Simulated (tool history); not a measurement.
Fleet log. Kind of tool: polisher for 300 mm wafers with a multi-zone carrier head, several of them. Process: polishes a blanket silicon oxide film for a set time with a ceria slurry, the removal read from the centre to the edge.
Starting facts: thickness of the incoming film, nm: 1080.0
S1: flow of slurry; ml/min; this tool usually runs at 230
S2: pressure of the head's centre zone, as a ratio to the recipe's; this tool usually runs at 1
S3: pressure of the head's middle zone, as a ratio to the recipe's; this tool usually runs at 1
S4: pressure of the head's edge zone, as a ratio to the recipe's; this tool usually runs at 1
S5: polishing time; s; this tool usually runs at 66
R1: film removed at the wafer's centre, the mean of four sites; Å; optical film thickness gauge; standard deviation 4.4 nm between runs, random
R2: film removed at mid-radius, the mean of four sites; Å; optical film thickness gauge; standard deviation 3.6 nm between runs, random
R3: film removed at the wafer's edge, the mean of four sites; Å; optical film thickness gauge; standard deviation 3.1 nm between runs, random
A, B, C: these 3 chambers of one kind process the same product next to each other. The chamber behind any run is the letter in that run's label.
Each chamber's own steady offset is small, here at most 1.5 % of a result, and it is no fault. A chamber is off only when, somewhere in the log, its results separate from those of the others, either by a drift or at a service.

run 1C hour=4.7 | S1=230 S2=1 S3=1 S4=1 S5=66 | R1=3068.9 R2=3018.5 R3=3055.3
-- hour=8.9 chamber B: worn pad replaced by a new one
run 2B hour=10 | S1=230 S2=1 S3=1 S4=1 S5=66 | R1=3102.7 R2=3101.9 R3=3095
run 3A hour=15 | S1=230 S2=1 S3=1 S4=1 S5=66 | R1=3106.8 R2=3084.6 R3=3057.9
run 4A hour=22.1 | S1=230 S2=1 S3=1 S4=1 S5=66 | R1=3130.9 R2=3047.4 R3=3047.9
run 5B hour=29.2 | S1=230 S2=1.11 S3=1.05 S4=1 S5=66 | R1=3395 R2=3142 R3=3081.1
run 6C hour=34.2 | S1=230 S2=1.11 S3=1.05 S4=1 S5=66 | R1=3446.6 R2=3199.9 R3=3027.4
run 7B hour=39.2 | S1=230 S2=1.11 S3=1.05 S4=1 S5=66 | R1=3491.1 R2=3236.3 R3=3105.1
-- hour=43.2 chamber B: slurry nozzle cleaned
run 8A hour=46.1 | S1=290 S2=0.94 S3=1 S4=1 S5=66 | R1=2972.2 R2=3115.5 R3=3145.6
run 9C hour=50.3 | S1=290 S2=0.94 S3=1 S4=1 S5=66 | R1=2841.6 R2=3072.4 R3=3102.4
run 10A hour=54.9 | S1=290 S2=0.94 S3=1 S4=1 S5=66 | R1=2941.4 R2=3190.5 R3=3069.6
run 11B hour=61.1 | S1=230 S2=1 S3=1 S4=1 S5=66 | R1=3097.4 R2=3046.9 R3=3041.3
run 12C hour=68.1 | S1=230 S2=1 S3=1 S4=1 S5=66 | R1=3041.7 R2=3066.3 R3=2939.7
-- hour=71.8 chamber A: slurry nozzle cleaned
run 13B hour=75.7 | S1=230 S2=1 S3=1 S4=1 S5=66 | R1=3071.2 R2=3089.7 R3=3082.9
run 14C hour=83.2 | S1=230 S2=1 S3=1 S4=1 S5=66 | R1=3005.6 R2=3028.5 R3=3038.1
run 15A hour=90.3 | S1=230 S2=1 S3=1 S4=1 S5=66 | R1=2996 R2=3099.2 R3=3046.9
-- hour=90.7 chamber B: worn pad replaced by a new one
run 16B hour=97.8 | S1=155 S2=1 S3=1.05 S4=1 S5=66 | R1=2913 R2=2973.1 R3=2914.7
run 17C hour=104.7 | S1=155 S2=1 S3=1.05 S4=1 S5=66 | R1=2747.2 R2=2914.2 R3=2812.8
-- hour=108.2 chamber A: worn pad replaced by a new one
run 18A hour=108.8 | S1=155 S2=1 S3=1.05 S4=1 S5=66 | R1=2887.8 R2=3021.2 R3=2886.8
run 19C hour=116.2 | S1=230 S2=1 S3=1 S4=1 S5=66 | R1=2931.1 R2=2926.5 R3=2937.2
run 20A hour=119.8 | S1=230 S2=1 S3=1 S4=1 S5=66 | R1=3069.9 R2=3025.8 R3=3060.9
run 21B hour=126.5 | S1=265 S2=1 S3=1 S4=1.07 S5=66 | R1=3119.4 R2=3077.6 R3=3213.6
run 22C hour=133.6 | S1=265 S2=1 S3=1 S4=1.07 S5=66 | R1=2948.6 R2=2999.6 R3=3093.4
run 23B hour=138.9 | S1=265 S2=1 S3=1 S4=1.07 S5=66 | R1=3070.1 R2=3025.6 R3=3236.1
run 24A hour=144.8 | S1=230 S2=1 S3=1 S4=1 S5=66 | R1=3097.8 R2=3173.5 R3=3055.4
run 25B hour=151.4 | S1=230 S2=1 S3=1 S4=1 S5=66 | R1=3053.7 R2=3039.6 R3=3041.3
run 26C hour=154.7 | S1=230 S2=1 S3=1 S4=1 S5=66 | R1=2816.4 R2=2889.9 R3=2861.6
-- hour=156.2 chamber B: edge zone pressure recalibrated
run 27A hour=161.3 | S1=230 S2=1 S3=1 S4=1 S5=66 | R1=3097.8 R2=3075.1 R3=3118.7
run 28B hour=167.6 | S1=230 S2=1 S3=1 S4=1 S5=66 | R1=3106.1 R2=3048 R3=3064.5
run 29A hour=173 | S1=230 S2=1 S3=1 S4=1 S5=66 | R1=3154.2 R2=3024.2 R3=3025.6

One chamber off, gauge drift, or nothing amiss beyond the chambers' own small offsets? If it is a chamber, which one, and what is the likeliest cause?

Chamber C drifts away from the others.
Likeliest cause: removal rate lost through wear of the pad, % = 7.54.
The log may not separate it from: slurry flow missing at the pad, %.

Here are 4 candidates for chamber C's next run, each the usual settings with a change, their results left as question marks. Which one brings its results back in line with what the others give on the usual settings?
To be in line, a result may differ from the other chambers' mean on the usual settings by at most: R1 150 Å; R2 120 Å; R3 110 Å
run 30C-1 hour=178.6 | S1=225 S2=0.99 S3=1 S4=1 S5=61 | R1=? R2=? R3=?
run 30C-2 hour=178.6 | S1=235 S2=1.01 S3=1.01 S4=1 S5=76 | R1=? R2=? R3=?
run 30C-3 hour=178.6 | S1=225 S2=0.98 S3=0.99 S4=1 S5=57 | R1=? R2=? R3=?
run 30C-4 hour=178.6 | S1=235 S2=1.01 S3=1 S4=1 S5=71 | R1=? R2=? R3=?

Other chambers, usual settings, mean: R1 3078.7 Å; R2 3072.7 Å; R3 3051 Å
run=30C-1 R1=2573.6 R2=2589 R3=2583
run=30C-2 R1=3299 R2=3272.6 R3=3231
run=30C-3 R1=2377.6 R2=2397.4 R3=2413.9
run=30C-4 R1=3081.7 R2=3029.7 R3=3018.9
With 30C-4, the chamber falls back in line with the rest.

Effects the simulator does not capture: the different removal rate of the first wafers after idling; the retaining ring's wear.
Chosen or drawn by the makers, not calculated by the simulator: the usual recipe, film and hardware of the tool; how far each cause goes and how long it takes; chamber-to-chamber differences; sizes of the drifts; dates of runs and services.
